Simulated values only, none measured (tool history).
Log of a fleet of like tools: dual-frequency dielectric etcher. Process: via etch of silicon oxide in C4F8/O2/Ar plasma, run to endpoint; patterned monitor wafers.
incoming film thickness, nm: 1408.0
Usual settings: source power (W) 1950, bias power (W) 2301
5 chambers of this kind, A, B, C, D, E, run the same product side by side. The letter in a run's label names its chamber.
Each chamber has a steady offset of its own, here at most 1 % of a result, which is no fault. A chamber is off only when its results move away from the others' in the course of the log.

run,hour,source power (W),bias power (W),endpoint time (s)
1B,11.1,1950,2301,270.45
2A,22.5,1950,2301,270.2
# hour 26.1: chamber A: wet clean of the chamber
3E,34.1,1950,2301,271.27
# hour 36.3: chamber B: source power generator calibrated
4C,47.8,1950,2301,270.15
5D,61.5,1950,2301,268.81
6E,70.9,1950,2301,269.47
7C,81.5,1950,2301,269.67
8B,95.2,1950,2301,269.36
9A,109.3,1950,2301,269.25
10D,122.6,1950,2301,269.37
# hour 134.8: chamber B: wet clean of the chamber
11E,136.7,1950,2301,270.12
12B,150.1,1950,2301,266.36
13A,156.7,1950,2301,267.14
14C,168.6,1950,2301,270.18
15D,175.9,1950,2301,267.67
16B,189.9,1950,2301,266.8
17A,199,1950,2301,268.39
18D,207.8,1950,2301,268.3
19E,217.4,1950,2470,262.46
20C,228,1950,2470,267.15
21D,240.1,1950,2470,263.64
22E,247,1950,2470,263.73
23A,256.5,1950,2470,263.52
24C,264,1950,2301,270.34
25B,276.4,1950,2301,269.61
26B,283.9,1780,2076,285.29
27D,295.3,1780,2076,285.12
# hour 300.4: chamber D: wet clean of the chamber
28C,307.3,1780,2076,287.8
29A,316.9,1780,2076,288.56
# hour 317.2: chamber E: wet clean of the chamber
30E,325.5,1780,2076,285.23
# hour 329.1: chamber D: source power generator calibrated
31C,333.2,1950,2301,271.17
32D,342.2,1950,2301,269.44
33E,356.1,1950,2301,269.54
34B,369.2,1950,2301,268.77
35A,381.3,1950,2624,257.56
36D,395.9,1950,2624,257.28
37B,406.8,1950,2624,259.54
38A,413.3,1950,2624,257.73

What goes on in this fleet: one chamber off, a drifting gauge, or nothing beyond the chambers' own small offsets? Name the chamber and the cause, if any.

No chamber stands off beyond its own small offset, and the gauge holds steady.
